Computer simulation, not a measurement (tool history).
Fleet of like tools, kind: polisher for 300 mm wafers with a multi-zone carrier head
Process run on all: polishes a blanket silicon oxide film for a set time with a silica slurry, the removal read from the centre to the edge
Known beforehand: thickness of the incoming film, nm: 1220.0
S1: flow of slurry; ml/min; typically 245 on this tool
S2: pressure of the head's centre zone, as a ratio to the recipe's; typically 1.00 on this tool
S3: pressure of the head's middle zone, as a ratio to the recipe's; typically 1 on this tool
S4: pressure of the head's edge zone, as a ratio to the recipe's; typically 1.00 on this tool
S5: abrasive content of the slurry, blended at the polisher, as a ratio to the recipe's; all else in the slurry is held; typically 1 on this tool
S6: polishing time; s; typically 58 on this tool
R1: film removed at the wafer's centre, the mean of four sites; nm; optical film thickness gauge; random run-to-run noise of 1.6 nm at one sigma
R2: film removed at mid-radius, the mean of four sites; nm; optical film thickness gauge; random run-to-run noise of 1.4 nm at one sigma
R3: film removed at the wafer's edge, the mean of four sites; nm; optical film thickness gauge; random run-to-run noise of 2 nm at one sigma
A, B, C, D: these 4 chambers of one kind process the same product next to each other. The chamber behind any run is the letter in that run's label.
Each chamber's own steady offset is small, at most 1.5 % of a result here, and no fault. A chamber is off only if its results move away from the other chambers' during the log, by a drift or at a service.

run	day	S1	S2	S3	S4	S5	S6	R1	R2	R3
# day 0.104: chamber B: worn pad replaced by a new one
# day 0.262: chamber B: centre zone pressure recalibrated
1D	0.379	245	1.00	1	1.00	1	58	169.58	176.69	174.71
2B	0.892	245	1.00	1	1.00	1	58	171.00	174.59	178.40
# day 0.954: chamber C: worn pad replaced by a new one
3C	1.458	245	1.00	1	1.00	1	58	174.25	172.56	174.28
# day 1.579: chamber A: worn pad replaced by a new one
4A	1.929	245	1.00	1	1.00	1	58	177.96	174.58	175.56
5D	2.375	245	1.00	1	1.00	1	58	170.68	177.24	171.11
# day 2.812: chamber D: worn pad replaced by a new one
6C	3.000	185	1.00	1	1.00	1	39	112.56	112.84	115.58
7A	3.650	185	1.00	1	1.00	1	39	112.71	112.47	116.00
# day 3.708: chamber B: worn pad replaced by a new one
8B	3.958	185	1.00	1	1.00	1	39	113.56	114.83	114.05
# day 4.017: chamber A: edge zone pressure recalibrated
9A	4.400	185	1.00	1	1.00	1	39	112.20	113.54	113.74
10B	5.042	245	1.00	1	1.00	1	58	176.38	174.60	173.55
# day 5.092: chamber B: edge zone pressure recalibrated
# day 5.400: chamber D: edge zone pressure recalibrated
11D	5.400	245	1.00	1	1.00	1	58	176.29	173.33	175.70
# day 5.408: chamber C: worn pad replaced by a new one
12C	5.879	245	1.00	1	1.00	1	58	178.29	174.30	177.89
# day 6.042: chamber A: worn pad replaced by a new one
13C	6.421	245	1.00	1	0.92	1	58	176.27	173.39	167.97
# day 6.554: chamber D: worn pad replaced by a new one
14B	6.742	245	1.00	1	0.92	1	58	174.68	175.59	166.07
15A	7.117	245	1.00	1	0.92	1	58	174.15	175.07	167.14
# day 7.354: chamber B: worn pad replaced by a new one
# day 7.600: chamber B: slurry nozzle cleaned
16D	7.650	245	1.00	1	0.92	1	58	171.39	177.03	166.38
17A	7.996	245	0.89	1	1.04	1	58	154.15	176.09	181.88
18B	8.346	245	0.89	1	1.04	1	58	154.81	171.72	177.72
19D	8.867	245	0.89	1	1.04	1	58	152.99	174.39	175.69
20C	9.171	245	0.89	1	1.04	1	58	155.15	171.00	178.90
# day 9.383: chamber C: worn pad replaced by a new one
21C	9.708	245	1.00	1	1.00	1	58	177.48	174.28	175.55
# day 10.042: chamber A: worn pad replaced by a new one
# day 10.158: chamber D: worn pad replaced by a new one
22B	10.292	245	1.00	1	1.00	1	58	174.07	172.25	175.19
# day 10.625: chamber C: slurry nozzle cleaned
23D	10.712	245	1.00	1	1.00	1	58	173.24	174.69	170.67
24A	11.054	245	1.00	1	1.00	1	58	171.05	176.04	174.11
# day 11.138: chamber B: worn pad replaced by a new one
25D	11.354	245	1.00	1	1.00	1	58	177.55	174.46	171.44
26B	11.767	245	1.00	1	1.00	1	58	174.17	176.41	178.13
27A	12.325	245	1.00	1	1.00	1	58	179.36	174.49	178.34
28C	12.679	245	1.00	1	1.00	1	58	175.23	175.37	176.88
# day 12.725: chamber B: centre zone pressure recalibrated
29C	13.083	245	1.00	1	1.00	1	58	173.85	171.81	174.65
30D	13.488	245	1.00	1	1.00	1	58	171.05	175.87	174.27
# day 13.512: chamber C: worn pad replaced by a new one
31A	14.029	245	1.00	1	1.00	1	58	175.01	175.18	179.14
# day 14.208: chamber D: worn pad replaced by a new one
# day 14.225: chamber A: worn pad replaced by a new one
# day 14.229: chamber D: centre zone pressure recalibrated
32B	14.496	245	1.00	1	1.00	1	58	174.32	173.87	177.46
33D	14.796	245	1.00	1	1.00	1	58	173.14	172.98	170.61
34A	15.183	245	1.00	1	1.00	1	58	175.88	172.06	173.78
# day 15.262: chamber B: worn pad replaced by a new one
35B	15.646	245	1.00	1	1.00	1	58	171.71	176.23	178.43
36C	16.042	245	1.00	1	1.00	1	58	174.86	175.67	176.68
37A	16.567	245	1.00	1	1.00	1	58	172.36	174.32	176.19
38C	17.108	245	1.00	1	1.00	1	58	176.27	173.86	172.48
39D	17.404	245	1.00	1	1.00	1	58	173.39	171.66	178.20
# day 17.429: chamber A: slurry nozzle cleaned
# day 17.608: chamber B: slurry nozzle cleaned
# day 17.658: chamber C: worn pad replaced by a new one
40B	17.962	245	1.00	1	1.00	1	58	172.49	177.13	172.17
# day 18.192: chamber D: worn pad replaced by a new one
# day 18.212: chamber A: worn pad replaced by a new one
41A	18.300	245	1.00	1	1.00	1	58	173.20	174.39	176.99
42C	18.721	245	1.00	1	1.00	1	58	175.98	173.52	176.84
# day 18.762: chamber B: worn pad replaced by a new one
43B	19.088	245	1.00	1	1.00	1	58	175.37	173.55	175.78
44D	19.546	245	1.00	1	1.00	1	58	171.06	173.68	172.19

What goes on in this fleet: one chamber off, a drifting gauge, or nothing beyond the chambers' own small offsets? Name the chamber and the cause, if any.

No chamber stands off beyond its own small offset, and the gauge holds steady.
